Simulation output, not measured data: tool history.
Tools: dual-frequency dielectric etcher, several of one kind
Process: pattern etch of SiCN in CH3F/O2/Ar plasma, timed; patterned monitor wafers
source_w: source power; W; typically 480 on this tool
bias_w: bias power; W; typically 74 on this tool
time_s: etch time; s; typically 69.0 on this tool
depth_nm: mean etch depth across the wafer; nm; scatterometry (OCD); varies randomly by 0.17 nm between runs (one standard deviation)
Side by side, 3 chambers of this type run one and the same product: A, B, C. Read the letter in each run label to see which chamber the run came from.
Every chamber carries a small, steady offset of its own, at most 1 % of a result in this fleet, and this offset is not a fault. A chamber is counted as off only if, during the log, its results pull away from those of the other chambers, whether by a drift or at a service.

run	day	source_w	bias_w	time_s	hours since the last wet clean	hours since the last source power generator calibration	hours since the last bias power generator calibration	read-back reference wafer on the same gauge, depth_nm	depth_nm
# day 0.150: chamber C: source power generator calibrated
1C	0.283	480	74	69.0	510.1	3.2	1311.4	31.426	27.537
2A	0.542	480	74	69.0	328.6	292.4	526.3	31.382	27.935
3B	0.950	480	74	69.0	425.3	1186.2	1677.0	31.387	27.384
4A	1.188	480	74	69.0	344.1	307.9	541.8	31.422	28.458
5C	1.567	480	85	69.0	540.9	34.0	1342.2	31.387	29.368
6B	1.792	480	85	69.0	445.5	1206.4	1697.2	31.386	29.252
7C	2.200	480	85	69.0	556.1	49.2	1357.4	31.390	29.443
8A	2.533	480	74	69.0	376.4	340.2	574.1	31.374	28.494
# day 2.700: chamber A: wet clean of the chamber
9B	2.829	480	74	69.0	470.4	1231.3	1722.1	31.414	28.082
10C	3.100	480	74	69.0	577.7	70.8	1379.0	31.374	27.807
11B	3.338	480	74	69.0	482.6	1243.5	1734.3	31.405	27.808
12A	3.588	480	74	84.5	21.3	365.5	599.4	31.429	34.351
13A	3.988	480	74	84.5	30.9	375.1	609.0	31.418	34.261
14B	4.242	480	74	84.5	504.3	1265.2	1756.0	31.429	34.077
# day 4.300: chamber C: wet clean of the chamber
15C	4.483	480	74	69.0	4.5	104.0	1412.2	31.409	28.153
16A	4.779	480	74	69.0	49.9	394.1	628.0	31.429	28.215
17C	5.050	480	74	69.0	18.1	117.6	1425.8	31.399	27.949
18B	5.275	480	74	69.0	529.1	1290.0	1780.8	31.404	27.966
19C	5.692	480	74	69.0	33.5	133.0	1441.2	31.398	27.977
20A	5.938	480	74	69.0	77.7	421.9	655.8	31.379	28.073
21B	6.317	480	74	69.0	554.1	1315.0	1805.8	31.373	27.638
22B	6.621	480	74	69.0	561.4	1322.3	1813.1	31.384	27.768

What goes on in this fleet: one chamber off, a drifting gauge, or nothing beyond the chambers' own small offsets? Name the chamber and the cause, if any.

Neither any chamber nor the gauge drifts; the chambers differ only by their own small, steady offsets.

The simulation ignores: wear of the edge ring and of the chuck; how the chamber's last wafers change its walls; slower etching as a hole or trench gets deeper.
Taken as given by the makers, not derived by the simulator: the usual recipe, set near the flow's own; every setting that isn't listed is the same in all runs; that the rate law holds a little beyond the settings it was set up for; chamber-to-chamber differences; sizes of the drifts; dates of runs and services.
